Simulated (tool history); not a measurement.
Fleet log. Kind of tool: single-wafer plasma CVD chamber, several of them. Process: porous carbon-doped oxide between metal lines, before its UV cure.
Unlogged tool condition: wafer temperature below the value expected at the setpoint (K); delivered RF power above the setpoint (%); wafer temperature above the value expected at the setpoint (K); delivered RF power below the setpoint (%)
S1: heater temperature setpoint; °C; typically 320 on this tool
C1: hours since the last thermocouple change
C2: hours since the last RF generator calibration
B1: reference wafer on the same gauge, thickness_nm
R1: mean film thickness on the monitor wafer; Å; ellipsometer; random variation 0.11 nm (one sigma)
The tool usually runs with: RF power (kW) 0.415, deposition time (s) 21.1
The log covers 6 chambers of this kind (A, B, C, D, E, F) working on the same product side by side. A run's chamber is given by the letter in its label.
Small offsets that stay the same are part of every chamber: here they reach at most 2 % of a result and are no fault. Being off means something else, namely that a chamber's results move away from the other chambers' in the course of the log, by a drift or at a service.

{"run": "1C", "day": 0.292, "S1": 320, "RF power (kW)": 0.415, "deposition time (s)": 21.1, "C1": 1130.6, "C2": 464.0, "B1": 82.61, "R1": 904.76}
{"run": "2D", "day": 0.512, "S1": 320, "RF power (kW)": 0.415, "deposition time (s)": 21.1, "C1": 1508.5, "C2": 481.6, "B1": 82.631, "R1": 916.82}
{"run": "3B", "day": 0.721, "S1": 320, "RF power (kW)": 0.415, "deposition time (s)": 21.1, "C1": 1278.7, "C2": 1850.1, "B1": 82.624, "R1": 903.34}
{"run": "4F", "day": 0.954, "S1": 320, "RF power (kW)": 0.415, "deposition time (s)": 21.1, "C1": 2125.8, "C2": 848.6, "B1": 82.642, "R1": 903.99}
{"run": "5A", "day": 1.129, "S1": 320, "RF power (kW)": 0.415, "deposition time (s)": 21.1, "C1": 444.3, "C2": 1394.5, "B1": 82.647, "R1": 923.89}
{"run": "6E", "day": 1.392, "S1": 320, "RF power (kW)": 0.415, "deposition time (s)": 21.1, "C1": 1009.9, "C2": 135.2, "B1": 82.636, "R1": 910.94}
{"run": "7E", "day": 1.758, "S1": 332, "RF power (kW)": 0.415, "deposition time (s)": 21.1, "C1": 1018.7, "C2": 144.0, "B1": 82.676, "R1": 859.66}
{"run": "8F", "day": 2.062, "S1": 332, "RF power (kW)": 0.415, "deposition time (s)": 21.1, "C1": 2152.4, "C2": 875.2, "B1": 82.673, "R1": 854.79}
{"run": "9B", "day": 2.412, "S1": 332, "RF power (kW)": 0.415, "deposition time (s)": 21.1, "C1": 1319.3, "C2": 1890.7, "B1": 82.705, "R1": 856.42}
{"run": "10A", "day": 2.621, "S1": 332, "RF power (kW)": 0.415, "deposition time (s)": 21.1, "C1": 480.1, "C2": 1430.3, "B1": 82.719, "R1": 871.56}
{"run": "11D", "day": 2.783, "S1": 332, "RF power (kW)": 0.415, "deposition time (s)": 21.1, "C1": 1563.0, "C2": 536.1, "B1": 82.697, "R1": 867.05}
{"run": "12C", "day": 2.954, "S1": 332, "RF power (kW)": 0.415, "deposition time (s)": 21.1, "C1": 1194.5, "C2": 527.9, "B1": 82.737, "R1": 854.28}
{"run": "13A", "day": 3.171, "S1": 320, "RF power (kW)": 0.415, "deposition time (s)": 21.1, "C1": 493.3, "C2": 1443.5, "B1": 82.706, "R1": 924.49}
{"run": "14F", "day": 3.425, "S1": 320, "RF power (kW)": 0.415, "deposition time (s)": 21.1, "C1": 2185.1, "C2": 907.9, "B1": 82.719, "R1": 905.62}
{"run": "15E", "day": 3.7, "S1": 320, "RF power (kW)": 0.415, "deposition time (s)": 21.1, "C1": 1065.3, "C2": 190.6, "B1": 82.766, "R1": 910.52}
{"run": "16D", "day": 3.862, "S1": 320, "RF power (kW)": 0.415, "deposition time (s)": 21.1, "C1": 1588.9, "C2": 562.0, "B1": 82.72, "R1": 918.9}
{"run": "17B", "day": 4.088, "S1": 320, "RF power (kW)": 0.415, "deposition time (s)": 21.1, "C1": 1359.5, "C2": 1930.9, "B1": 82.748, "R1": 905.17}
{"run": "18C", "day": 4.4, "S1": 320, "RF power (kW)": 0.415, "deposition time (s)": 21.1, "C1": 1229.2, "C2": 562.6, "B1": 82.764, "R1": 907.41}
{"run": "19D", "day": 4.767, "S1": 320, "RF power (kW)": 0.415, "deposition time (s)": 21.1, "C1": 1610.6, "C2": 583.7, "B1": 82.788, "R1": 921.75}
{"run": "20C", "day": 4.971, "S1": 320, "RF power (kW)": 0.415, "deposition time (s)": 21.1, "C1": 1242.9, "C2": 576.3, "B1": 82.792, "R1": 908.76}
{"run": "21B", "day": 5.171, "S1": 320, "RF power (kW)": 0.415, "deposition time (s)": 21.1, "C1": 1385.5, "C2": 1956.9, "B1": 82.81, "R1": 906.6}
{"run": "22E", "day": 5.421, "S1": 320, "RF power (kW)": 0.415, "deposition time (s)": 21.1, "C1": 1106.6, "C2": 231.9, "B1": 82.81, "R1": 912.75}
{"run": "23F", "day": 5.588, "S1": 320, "RF power (kW)": 0.415, "deposition time (s)": 21.1, "C1": 2237.0, "C2": 959.8, "B1": 82.804, "R1": 907.33}
{"run": "24A", "day": 5.767, "S1": 320, "RF power (kW)": 0.415, "deposition time (s)": 21.1, "C1": 555.6, "C2": 1505.8, "B1": 82.823, "R1": 925.56}
{"run": "25E", "day": 6.083, "S1": 320, "RF power (kW)": 0.415, "deposition time (s)": 21.1, "C1": 1122.5, "C2": 247.8, "B1": 82.839, "R1": 912.35}
{"run": "26B", "day": 6.338, "S1": 320, "RF power (kW)": 0.415, "deposition time (s)": 21.1, "C1": 1413.5, "C2": 1984.9, "B1": 82.853, "R1": 907.92}
{"day": 6.5, "done": "chamber F: RF generator calibrated"}
{"run": "27F", "day": 6.575, "S1": 320, "RF power (kW)": 0.415, "deposition time (s)": 21.1, "C1": 2260.7, "C2": 1.8, "B1": 82.84, "R1": 909.02}
{"run": "28C", "day": 6.796, "S1": 320, "RF power (kW)": 0.415, "deposition time (s)": 21.1, "C1": 1286.7, "C2": 620.1, "B1": 82.862, "R1": 908.19}
{"run": "29A", "day": 7.033, "S1": 320, "RF power (kW)": 0.415, "deposition time (s)": 21.1, "C1": 586.0, "C2": 1536.2, "B1": 82.852, "R1": 926.04}
{"run": "30D", "day": 7.321, "S1": 320, "RF power (kW)": 0.415, "deposition time (s)": 21.1, "C1": 1671.9, "C2": 645.0, "B1": 82.864, "R1": 920.02}
{"run": "31B", "day": 7.562, "S1": 320, "RF power (kW)": 0.415, "deposition time (s)": 21.1, "C1": 1442.9, "C2": 2014.3, "B1": 82.885, "R1": 907.18}
{"run": "32C", "day": 7.842, "S1": 320, "RF power (kW)": 0.35, "deposition time (s)": 17.2, "C1": 1311.8, "C2": 645.2, "B1": 82.91, "R1": 651.41}
{"run": "33F", "day": 8.067, "S1": 320, "RF power (kW)": 0.35, "deposition time (s)": 17.2, "C1": 2296.5, "C2": 37.6, "B1": 82.908, "R1": 649.43}
{"run": "34D", "day": 8.296, "S1": 320, "RF power (kW)": 0.35, "deposition time (s)": 17.2, "C1": 1695.3, "C2": 668.4, "B1": 82.932, "R1": 658.5}
{"run": "35A", "day": 8.642, "S1": 320, "RF power (kW)": 0.35, "deposition time (s)": 17.2, "C1": 624.6, "C2": 1574.8, "B1": 82.921, "R1": 663.54}
{"run": "36E", "day": 8.808, "S1": 320, "RF power (kW)": 0.35, "deposition time (s)": 17.2, "C1": 1187.9, "C2": 313.2, "B1": 82.943, "R1": 656.3}
{"day": 8.825, "done": "chamber A: RF generator calibrated"}
{"run": "37F", "day": 9.021, "S1": 320, "RF power (kW)": 0.35, "deposition time (s)": 17.2, "C1": 2319.4, "C2": 60.5, "B1": 82.949, "R1": 650.97}
{"run": "38A", "day": 9.358, "S1": 320, "RF power (kW)": 0.415, "deposition time (s)": 21.1, "C1": 641.8, "C2": 12.9, "B1": 82.939, "R1": 926.15}
{"run": "39C", "day": 9.683, "S1": 320, "RF power (kW)": 0.415, "deposition time (s)": 21.1, "C1": 1356.0, "C2": 689.4, "B1": 82.955, "R1": 909.96}
{"run": "40E", "day": 9.892, "S1": 313, "RF power (kW)": 0.415, "deposition time (s)": 21.1, "C1": 1213.9, "C2": 339.2, "B1": 82.979, "R1": 946.84}
{"run": "41B", "day": 10.121, "S1": 313, "RF power (kW)": 0.415, "deposition time (s)": 21.1, "C1": 1504.3, "C2": 2075.7, "B1": 82.985, "R1": 940.56}
{"run": "42D", "day": 10.396, "S1": 313, "RF power (kW)": 0.415, "deposition time (s)": 21.1, "C1": 1745.7, "C2": 718.8, "B1": 82.966, "R1": 953.56}

Read the log: is a single chamber off, either drifting away or since a service, is the gauge that measures every chamber drifting, or is nothing wrong beyond small per-chamber offsets? Name any odd chamber and what most likely caused it.

The shared gauge is drifting. All chambers look as if they move in step, but none is off.
Likeliest cause: gauge reads high (%) = 0.488.
